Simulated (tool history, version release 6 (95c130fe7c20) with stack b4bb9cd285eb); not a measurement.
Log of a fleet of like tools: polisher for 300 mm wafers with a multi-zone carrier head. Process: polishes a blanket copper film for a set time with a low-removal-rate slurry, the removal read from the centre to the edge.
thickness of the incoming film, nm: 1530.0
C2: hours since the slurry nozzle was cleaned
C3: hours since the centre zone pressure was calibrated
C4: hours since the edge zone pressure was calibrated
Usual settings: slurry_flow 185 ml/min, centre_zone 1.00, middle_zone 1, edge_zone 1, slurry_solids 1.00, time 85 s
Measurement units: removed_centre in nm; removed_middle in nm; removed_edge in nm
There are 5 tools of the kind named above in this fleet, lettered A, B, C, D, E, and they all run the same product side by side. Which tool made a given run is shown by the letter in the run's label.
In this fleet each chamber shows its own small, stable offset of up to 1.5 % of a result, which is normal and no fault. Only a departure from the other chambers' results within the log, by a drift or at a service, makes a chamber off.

{"day": 0.012, "done": "chamber D: worn pad replaced by a new one"}
{"run": "1E", "day": 0.179, "slurry_flow": 185, "centre_zone": 1.0, "middle_zone": 1, "edge_zone": 1, "slurry_solids": 1.0, "time": 85, "wafers polished on this pad": 969, "C2": 195.4, "C3": 22.0, "C4": 321.9, "removed_centre": 396.71, "removed_middle": 395.94, "removed_edge": 396.2}
{"day": 0.346, "done": "chamber A: worn pad replaced by a new one"}
{"run": "2D", "day": 0.367, "slurry_flow": 185, "centre_zone": 1.0, "middle_zone": 1, "edge_zone": 1, "slurry_solids": 1.0, "time": 85, "wafers polished on this pad": 43, "C2": 151.6, "C3": 971.8, "C4": 26.5, "removed_centre": 390.47, "removed_middle": 400.39, "removed_edge": 389.17}
{"run": "3A", "day": 0.575, "slurry_flow": 185, "centre_zone": 1.0, "middle_zone": 1, "edge_zone": 1, "slurry_solids": 1.0, "time": 85, "wafers polished on this pad": 28, "C2": 194.5, "C3": 158.6, "C4": 260.8, "removed_centre": 388.36, "removed_middle": 388.19, "removed_edge": 389.97}
{"run": "4C", "day": 0.754, "slurry_flow": 185, "centre_zone": 1.0, "middle_zone": 1, "edge_zone": 1, "slurry_solids": 1.0, "time": 85, "wafers polished on this pad": 169, "C2": 429.8, "C3": 360.4, "C4": 147.3, "removed_centre": 396.78, "removed_middle": 391.58, "removed_edge": 397.23}
{"run": "5B", "day": 0.929, "slurry_flow": 185, "centre_zone": 1.0, "middle_zone": 1, "edge_zone": 1, "slurry_solids": 1.0, "time": 85, "wafers polished on this pad": 828, "C2": 47.4, "C3": 494.5, "C4": 478.5, "removed_centre": 397.5, "removed_middle": 382.43, "removed_edge": 388.11}
{"day": 1.029, "done": "chamber E: worn pad replaced by a new one"}
{"run": "6E", "day": 1.058, "slurry_flow": 185, "centre_zone": 1.0, "middle_zone": 1, "edge_zone": 1, "slurry_solids": 1.0, "time": 85, "wafers polished on this pad": 4, "C2": 216.5, "C3": 43.1, "C4": 343.0, "removed_centre": 394.36, "removed_middle": 389.7, "removed_edge": 397.62}
{"run": "7B", "day": 1.167, "slurry_flow": 185, "centre_zone": 1.0, "middle_zone": 1, "edge_zone": 1, "slurry_solids": 1.25, "time": 85, "wafers polished on this pad": 857, "C2": 53.1, "C3": 500.2, "C4": 484.2, "removed_centre": 408.28, "removed_middle": 409.04, "removed_edge": 415.5}
{"run": "8D", "day": 1.308, "slurry_flow": 185, "centre_zone": 1.0, "middle_zone": 1, "edge_zone": 1, "slurry_solids": 1.25, "time": 85, "wafers polished on this pad": 157, "C2": 174.2, "C3": 994.4, "C4": 49.1, "removed_centre": 410.95, "removed_middle": 414.24, "removed_edge": 403.71}
{"run": "9A", "day": 1.492, "slurry_flow": 185, "centre_zone": 1.0, "middle_zone": 1, "edge_zone": 1, "slurry_solids": 1.25, "time": 85, "wafers polished on this pad": 139, "C2": 216.5, "C3": 180.6, "C4": 282.8, "removed_centre": 413.15, "removed_middle": 406.58, "removed_edge": 409.74}
{"run": "10C", "day": 1.708, "slurry_flow": 185, "centre_zone": 1.0, "middle_zone": 1, "edge_zone": 1, "slurry_solids": 1.25, "time": 85, "wafers polished on this pad": 285, "C2": 452.7, "C3": 383.3, "C4": 170.2, "removed_centre": 412.02, "removed_middle": 406.03, "removed_edge": 415.54}
{"day": 1.883, "done": "chamber D: centre zone pressure recalibrated"}
{"run": "11E", "day": 1.925, "slurry_flow": 185, "centre_zone": 1.0, "middle_zone": 1, "edge_zone": 1, "slurry_solids": 1.25, "time": 85, "wafers polished on this pad": 109, "C2": 237.3, "C3": 63.9, "C4": 363.8, "removed_centre": 408.96, "removed_middle": 413.85, "removed_edge": 418.42}
{"run": "12B", "day": 2.167, "slurry_flow": 185, "centre_zone": 1.0, "middle_zone": 1, "edge_zone": 1, "slurry_solids": 1.25, "time": 85, "wafers polished on this pad": 979, "C2": 77.1, "C3": 524.2, "C4": 508.2, "removed_centre": 409.8, "removed_middle": 405.46, "removed_edge": 408.8}
{"day": 2.229, "done": "chamber B: worn pad replaced by a new one"}
{"run": "13D", "day": 2.354, "slurry_flow": 185, "centre_zone": 1.0, "middle_zone": 1, "edge_zone": 1, "slurry_solids": 1.25, "time": 85, "wafers polished on this pad": 284, "C2": 199.3, "C3": 11.3, "C4": 74.2, "removed_centre": 450.09, "removed_middle": 408.77, "removed_edge": 403.31}
{"run": "14A", "day": 2.512, "slurry_flow": 185, "centre_zone": 1.0, "middle_zone": 1, "edge_zone": 1, "slurry_solids": 1.25, "time": 85, "wafers polished on this pad": 263, "C2": 241.0, "C3": 205.1, "C4": 307.3, "removed_centre": 409.94, "removed_middle": 415.09, "removed_edge": 415.25}
{"run": "15C", "day": 2.717, "slurry_flow": 185, "centre_zone": 1.0, "middle_zone": 1, "edge_zone": 1, "slurry_solids": 1.25, "time": 85, "wafers polished on this pad": 407, "C2": 476.9, "C3": 407.5, "C4": 194.4, "removed_centre": 417.4, "removed_middle": 415.52, "removed_edge": 413.96}
{"run": "16B", "day": 2.892, "slurry_flow": 185, "centre_zone": 1.0, "middle_zone": 1, "edge_zone": 1, "slurry_solids": 1.25, "time": 85, "wafers polished on this pad": 80, "C2": 94.5, "C3": 541.6, "C4": 525.6, "removed_centre": 409.39, "removed_middle": 405.27, "removed_edge": 414.0}
{"day": 3.071, "done": "chamber C: slurry nozzle cleaned"}
{"run": "17A", "day": 3.108, "slurry_flow": 185, "centre_zone": 1.0, "middle_zone": 1, "edge_zone": 1, "slurry_solids": 1.0, "time": 85, "wafers polished on this pad": 336, "C2": 255.3, "C3": 219.4, "C4": 321.6, "removed_centre": 391.93, "removed_middle": 391.88, "removed_edge": 397.19}
{"run": "18D", "day": 3.229, "slurry_flow": 185, "centre_zone": 1.0, "middle_zone": 1, "edge_zone": 1, "slurry_solids": 1.0, "time": 85, "wafers polished on this pad": 390, "C2": 220.3, "C3": 32.3, "C4": 95.2, "removed_centre": 438.21, "removed_middle": 392.11, "removed_edge": 391.58}
{"run": "19E", "day": 3.379, "slurry_flow": 185, "centre_zone": 1.0, "middle_zone": 1, "edge_zone": 1, "slurry_solids": 1.0, "time": 85, "wafers polished on this pad": 286, "C2": 272.2, "C3": 98.8, "C4": 398.7, "removed_centre": 394.66, "removed_middle": 397.33, "removed_edge": 388.94}
{"run": "20C", "day": 3.488, "slurry_flow": 185, "centre_zone": 1.0, "middle_zone": 1, "edge_zone": 1, "slurry_solids": 1.0, "time": 85, "wafers polished on this pad": 501, "C2": 10.0, "C3": 426.0, "C4": 212.9, "removed_centre": 389.0, "removed_middle": 399.89, "removed_edge": 387.87}
{"day": 3.662, "done": "chamber E: slurry nozzle cleaned"}
{"run": "21B", "day": 3.671, "slurry_flow": 185, "centre_zone": 1.0, "middle_zone": 1, "edge_zone": 1, "slurry_solids": 1.0, "time": 85, "wafers polished on this pad": 175, "C2": 113.2, "C3": 560.3, "C4": 544.3, "removed_centre": 393.97, "removed_middle": 383.72, "removed_edge": 392.94}
{"day": 3.817, "done": "chamber C: centre zone pressure recalibrated"}
{"run": "22E", "day": 3.821, "slurry_flow": 185, "centre_zone": 1.08, "middle_zone": 1, "edge_zone": 1, "slurry_solids": 1.0, "time": 72, "wafers polished on this pad": 339, "C2": 3.9, "C3": 109.4, "C4": 409.3, "removed_centre": 357.6, "removed_middle": 339.41, "removed_edge": 339.23}
{"run": "23D", "day": 3.958, "slurry_flow": 185, "centre_zone": 1.08, "middle_zone": 1, "edge_zone": 1, "slurry_solids": 1.0, "time": 72, "wafers polished on this pad": 479, "C2": 237.8, "C3": 49.8, "C4": 112.7, "removed_centre": 396.87, "removed_middle": 327.42, "removed_edge": 332.49}
{"day": 4.1, "done": "chamber C: worn pad replaced by a new one"}
{"run": "24C", "day": 4.188, "slurry_flow": 185, "centre_zone": 1.08, "middle_zone": 1, "edge_zone": 1, "slurry_solids": 1.0, "time": 72, "wafers polished on this pad": 10, "C2": 26.8, "C3": 8.9, "C4": 229.7, "removed_centre": 360.66, "removed_middle": 344.62, "removed_edge": 332.49}
{"run": "25A", "day": 4.396, "slurry_flow": 185, "centre_zone": 1.08, "middle_zone": 1, "edge_zone": 1, "slurry_solids": 1.0, "time": 72, "wafers polished on this pad": 492, "C2": 286.2, "C3": 250.3, "C4": 352.5, "removed_centre": 358.13, "removed_middle": 333.55, "removed_edge": 330.69}
{"run": "26A", "day": 4.6, "slurry_flow": 185, "centre_zone": 1.08, "middle_zone": 1, "edge_zone": 1, "slurry_solids": 1.0, "time": 72, "wafers polished on this pad": 517, "C2": 291.1, "C3": 255.2, "C4": 357.4, "removed_centre": 362.43, "removed_middle": 327.03, "removed_edge": 334.03}
{"run": "27C", "day": 4.783, "slurry_flow": 185, "centre_zone": 1.0, "middle_zone": 1, "edge_zone": 1, "slurry_solids": 1.0, "time": 85, "wafers polished on this pad": 83, "C2": 41.1, "C3": 23.2, "C4": 244.0, "removed_centre": 387.9, "removed_middle": 398.33, "removed_edge": 395.18}
{"run": "28D", "day": 4.971, "slurry_flow": 185, "centre_zone": 1.0, "middle_zone": 1, "edge_zone": 1, "slurry_solids": 1.0, "time": 85, "wafers polished on this pad": 602, "C2": 262.1, "C3": 74.1, "C4": 137.0, "removed_centre": 426.45, "removed_middle": 394.89, "removed_edge": 392.48}
{"run": "29B", "day": 5.15, "slurry_flow": 185, "centre_zone": 1.0, "middle_zone": 1, "edge_zone": 1, "slurry_solids": 1.0, "time": 85, "wafers polished on this pad": 355, "C2": 148.7, "C3": 595.8, "C4": 579.8, "removed_centre": 389.69, "removed_middle": 393.23, "removed_edge": 389.8}
{"run": "30E", "day": 5.342, "slurry_flow": 185, "centre_zone": 1.0, "middle_zone": 1, "edge_zone": 1, "slurry_solids": 1.0, "time": 85, "wafers polished on this pad": 524, "C2": 40.4, "C3": 145.9, "C4": 445.8, "removed_centre": 389.6, "removed_middle": 390.97, "removed_edge": 395.52}
{"run": "31A", "day": 5.538, "slurry_flow": 185, "centre_zone": 1.0, "middle_zone": 1, "edge_zone": 1, "slurry_solids": 1.0, "time": 85, "wafers polished on this pad": 631, "C2": 313.6, "C3": 277.7, "C4": 379.9, "removed_centre": 390.11, "removed_middle": 395.28, "removed_edge": 390.72}

Which is it: a chamber that has drifted or been left off by a service, a gauge drift common to all chambers, or only each chamber's usual small offset? If a chamber is off, name it and its likeliest cause.

Chamber D came out of a service off from its peers and stayed that way.
Most likely cause: centre zone's pressure above its setpoint, % = 9.38.

Below are 4 candidate recipes for chamber D's next run, each the usual settings with a change, their results shown as question marks. Which of them brings D's results back in line with what the other chambers give on the usual settings?
In line means no further than this from the other chambers' mean on the usual settings: removed_centre 9.60 nm; removed_middle 16.00 nm; removed_edge 13.00 nm
{"run": "32D-1", "day": 5.712, "slurry_flow": 190, "centre_zone": 1.09, "middle_zone": 1, "edge_zone": 0.96, "slurry_solids": 1.0, "time": 85, "removed_centre": "?", "removed_middle": "?", "removed_edge": "?"}
{"run": "32D-2", "day": 5.712, "slurry_flow": 170, "centre_zone": 0.85, "middle_zone": 1, "edge_zone": 1.07, "slurry_solids": 1.0, "time": 85, "removed_centre": "?", "removed_middle": "?", "removed_edge": "?"}
{"run": "32D-3", "day": 5.712, "slurry_flow": 200, "centre_zone": 1.17, "middle_zone": 1, "edge_zone": 0.92, "slurry_solids": 1.0, "time": 86, "removed_centre": "?", "removed_middle": "?", "removed_edge": "?"}
{"run": "32D-4", "day": 5.712, "slurry_flow": 180, "centre_zone": 0.92, "middle_zone": 1, "edge_zone": 1.04, "slurry_solids": 1.0, "time": 85, "removed_centre": "?", "removed_middle": "?", "removed_edge": "?"}

What the other chambers average on the usual settings: removed_centre 391.18 nm; removed_middle 391.88 nm; removed_edge 393.55 nm
run=32D-1 removed_centre=476.92 removed_middle=394.62 removed_edge=382.47
run=32D-2 removed_centre=357.52 removed_middle=388.28 removed_edge=399.54
run=32D-3 removed_centre=524.78 removed_middle=402.08 removed_edge=380.88
run=32D-4 removed_centre=393.69 removed_middle=391.73 removed_edge=396.22
With 32D-4, the chamber falls back in line with the rest.
